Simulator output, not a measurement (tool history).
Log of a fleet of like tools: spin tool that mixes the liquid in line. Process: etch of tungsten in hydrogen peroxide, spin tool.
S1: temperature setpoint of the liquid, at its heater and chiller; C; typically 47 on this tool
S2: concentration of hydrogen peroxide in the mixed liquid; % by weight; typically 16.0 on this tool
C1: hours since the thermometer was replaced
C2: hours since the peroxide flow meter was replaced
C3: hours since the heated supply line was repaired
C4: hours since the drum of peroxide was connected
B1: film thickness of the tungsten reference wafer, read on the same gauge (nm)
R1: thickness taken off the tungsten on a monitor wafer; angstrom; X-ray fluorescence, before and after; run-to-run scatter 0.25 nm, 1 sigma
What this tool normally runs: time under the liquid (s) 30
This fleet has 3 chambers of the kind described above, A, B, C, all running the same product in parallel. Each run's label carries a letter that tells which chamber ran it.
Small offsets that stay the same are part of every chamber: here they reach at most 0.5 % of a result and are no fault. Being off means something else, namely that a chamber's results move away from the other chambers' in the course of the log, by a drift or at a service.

Run 1B, hour 7.6: usual settings; C1 234.0; C2 569.0; C3 1457.6; C4 40.3; B1 129.96. Result: R1 289.20 angstrom.
Run 2C, hour 15.9: usual settings; C1 73.1; C2 1089.5; C3 123.1; C4 362.5; B1 130.01. Result: R1 289.90 angstrom.
Run 3A, hour 25.3: usual settings; C1 970.6; C2 1092.1; C3 1304.1; C4 865.3; B1 129.95. Result: R1 290.87 angstrom.
Run 4A, hour 32.7: usual settings; C1 978.0; C2 1099.5; C3 1311.5; C4 872.7; B1 129.97. Result: R1 288.53 angstrom.
Run 5C, hour 42.7: usual settings; C1 99.9; C2 1116.3; C3 149.9; C4 389.3; B1 129.99. Result: R1 286.65 angstrom.
Run 6B, hour 51.5: usual settings; C1 277.9; C2 612.9; C3 1501.5; C4 84.2; B1 130.03. Result: R1 287.22 angstrom.
At hour 59.1: chamber B: heated supply line repaired.
Run 7C, hour 61.1: usual settings; C1 118.3; C2 1134.7; C3 168.3; C4 407.7; B1 130.05. Result: R1 285.77 angstrom.
Run 8B, hour 69.7: usual settings but S2 12.0 % by weight, time under the liquid (s) 40; C1 296.1; C2 631.1; C3 10.7; C4 102.4; B1 129.99. Result: R1 326.72 angstrom.
Run 9A, hour 75.3: usual settings but S2 12.0 % by weight, time under the liquid (s) 40; C1 1020.6; C2 1142.1; C3 1354.1; C4 915.3; B1 130.04. Result: R1 337.09 angstrom.
Run 10B, hour 80.9: usual settings but S2 12.0 % by weight, time under the liquid (s) 40; C1 307.3; C2 642.3; C3 21.9; C4 113.6; B1 129.99. Result: R1 332.06 angstrom.
Run 11C, hour 87.7: usual settings but S2 12.5 % by weight; C1 144.9; C2 1161.3; C3 194.9; C4 434.3; B1 130.02. Result: R1 257.70 angstrom.
Run 12A, hour 97.1: usual settings but S2 12.5 % by weight; C1 1042.4; C2 1163.9; C3 1375.9; C4 937.1; B1 130.02. Result: R1 254.25 angstrom.
Run 13A, hour 106.2: usual settings but S2 12.5 % by weight; C1 1051.5; C2 1173.0; C3 1385.0; C4 946.2; B1 129.96. Result: R1 260.06 angstrom.
Run 14C, hour 114.9: usual settings but S2 12.0 % by weight, time under the liquid (s) 15; C1 172.1; C2 1188.5; C3 222.1; C4 461.5; B1 130.02. Result: R1 125.54 angstrom.
Run 15B, hour 126.3: usual settings but S2 12.0 % by weight, time under the liquid (s) 15; C1 352.7; C2 687.7; C3 67.3; C4 159.0; B1 130.03. Result: R1 124.78 angstrom.
Run 16C, hour 132.0: usual settings but S2 12.0 % by weight, time under the liquid (s) 15; C1 189.2; C2 1205.6; C3 239.2; C4 478.6; B1 130.02. Result: R1 126.10 angstrom.
Run 17B, hour 138.0: usual settings; C1 364.4; C2 699.4; C3 79.0; C4 170.7; B1 130.01. Result: R1 287.41 angstrom.
At hour 141.7: chamber C: peroxide flow meter replaced.
Run 18A, hour 146.9: usual settings; C1 1092.2; C2 1213.7; C3 1425.7; C4 986.9; B1 129.99. Result: R1 295.37 angstrom.
Run 19A, hour 157.7: usual settings; C1 1103.0; C2 1224.5; C3 1436.5; C4 997.7; B1 129.98. Result: R1 296.71 angstrom.
Run 20C, hour 165.1: usual settings; C1 222.3; C2 23.5; C3 272.3; C4 511.7; B1 130.01. Result: R1 287.49 angstrom.
Run 21B, hour 173.5: usual settings; C1 399.9; C2 734.9; C3 114.5; C4 206.2; B1 130.01. Result: R1 294.10 angstrom.
Run 22B, hour 178.4: usual settings; C1 404.8; C2 739.8; C3 119.4; C4 211.1; B1 130.01. Result: R1 288.79 angstrom.
At hour 182.3: chamber A: peroxide flow meter replaced.
Run 23C, hour 186.9: usual settings; C1 244.1; C2 45.3; C3 294.1; C4 533.5; B1 129.98. Result: R1 285.69 angstrom.
Run 24A, hour 192.4: usual settings; C1 1137.7; C2 10.2; C3 1471.2; C4 1032.4; B1 129.98. Result: R1 300.93 angstrom.
Run 25A, hour 198.2: usual settings; C1 1143.5; C2 16.0; C3 1477.0; C4 1038.2; B1 130.02. Result: R1 303.38 angstrom.
At hour 204.6: chamber A: new drum of peroxide connected.
Run 26C, hour 206.6: usual settings; C1 263.8; C2 65.0; C3 313.8; C4 553.2; B1 130.00. Result: R1 287.98 angstrom.
Run 27B, hour 212.2: usual settings; C1 438.6; C2 773.6; C3 153.2; C4 244.9; B1 129.96. Result: R1 290.52 angstrom.
Run 28B, hour 220.8: usual settings; C1 447.2; C2 782.2; C3 161.8; C4 253.5; B1 130.01. Result: R1 290.28 angstrom.
Run 29A, hour 231.5: usual settings; C1 1176.8; C2 49.3; C3 1510.3; C4 27.0; B1 130.00. Result: R1 304.18 angstrom.
Run 30C, hour 240.5: usual settings; C1 297.7; C2 98.9; C3 347.7; C4 587.1; B1 129.97. Result: R1 290.74 angstrom.
Run 31B, hour 251.0: usual settings; C1 477.4; C2 812.4; C3 192.0; C4 283.7; B1 130.01. Result: R1 294.32 angstrom.
Run 32A, hour 257.2: usual settings; C1 1202.5; C2 75.0; C3 1536.0; C4 52.7; B1 130.00. Result: R1 303.03 angstrom.
Run 33C, hour 264.2: usual settings; C1 321.4; C2 122.6; C3 371.4; C4 610.8; B1 129.98. Result: R1 285.05 angstrom.
Run 34B, hour 271.6: usual settings; C1 498.0; C2 833.0; C3 212.6; C4 304.3; B1 129.99. Result: R1 289.28 angstrom.
Run 35A, hour 281.7: usual settings; C1 1227.0; C2 99.5; C3 1560.5; C4 77.2; B1 129.99. Result: R1 305.98 angstrom.
Run 36C, hour 291.6: usual settings; C1 348.8; C2 150.0; C3 398.8; C4 638.2; B1 130.03. Result: R1 286.29 angstrom.
Run 37B, hour 299.4: usual settings; C1 525.8; C2 860.8; C3 240.4; C4 332.1; B1 130.01. Result: R1 293.12 angstrom.
Run 38A, hour 307.6: usual settings; C1 1252.9; C2 125.4; C3 1586.4; C4 103.1; B1 130.01. Result: R1 307.77 angstrom.
Run 39C, hour 313.4: usual settings; C1 370.6; C2 171.8; C3 420.6; C4 660.0; B1 130.00. Result: R1 287.59 angstrom.
Run 40B, hour 322.8: usual settings but time under the liquid (s) 15; C1 549.2; C2 884.2; C3 263.8; C4 355.5; B1 130.03. Result: R1 147.75 angstrom.
Run 41A, hour 328.8: usual settings but time under the liquid (s) 15; C1 1274.1; C2 146.6; C3 1607.6; C4 124.3; B1 129.98. Result: R1 154.18 angstrom.
Run 42C, hour 338.0: usual settings but time under the liquid (s) 15; C1 395.2; C2 196.4; C3 445.2; C4 684.6; B1 130.00. Result: R1 143.24 angstrom.
Run 43C, hour 343.3: usual settings but S1 38 C, S2 13.0 % by weight; C1 400.5; C2 201.7; C3 450.5; C4 689.9; B1 129.99. Result: R1 148.04 angstrom.
Run 44A, hour 352.7: usual settings but S1 38 C, S2 13.0 % by weight; C1 1298.0; C2 170.5; C3 1631.5; C4 148.2; B1 130.03. Result: R1 161.00 angstrom.

Does one chamber stand apart from the rest, does the shared gauge drift, or is all well apart from small per-chamber offsets? Give the chamber and the most likely cause, where there is one.

One chamber, A, drifts off from the rest bit by bit.
Most likely cause: liquid hotter than its thermometer reads (K) = 1.4.

Which of the 4 candidates below, each the usual settings with something changed and its results left as question marks, puts chamber A back in line with what the other chambers give on the usual settings?
Maximum distance from the other chambers' mean on the usual settings for a result to count as in line: R1 8.70 angstrom
Run 45A-1, hour 360.9: usual settings but S1 48.5 C. Result: R1 ?.
Run 45A-2, hour 360.9: usual settings but S2 13.5 % by weight. Result: R1 ?.
Run 45A-3, hour 360.9: usual settings but S2 21.0 % by weight. Result: R1 ?.
Run 45A-4, hour 360.9: usual settings but S1 45.0 C, S2 15.5 % by weight. Result: R1 ?.

On the usual settings, the other chambers give on average: R1 289.44 angstrom
  run      R1
45A-1  343.09
45A-2  287.97
45A-3  358.03
45A-4  272.39
45A-2 brings the chamber back in line.
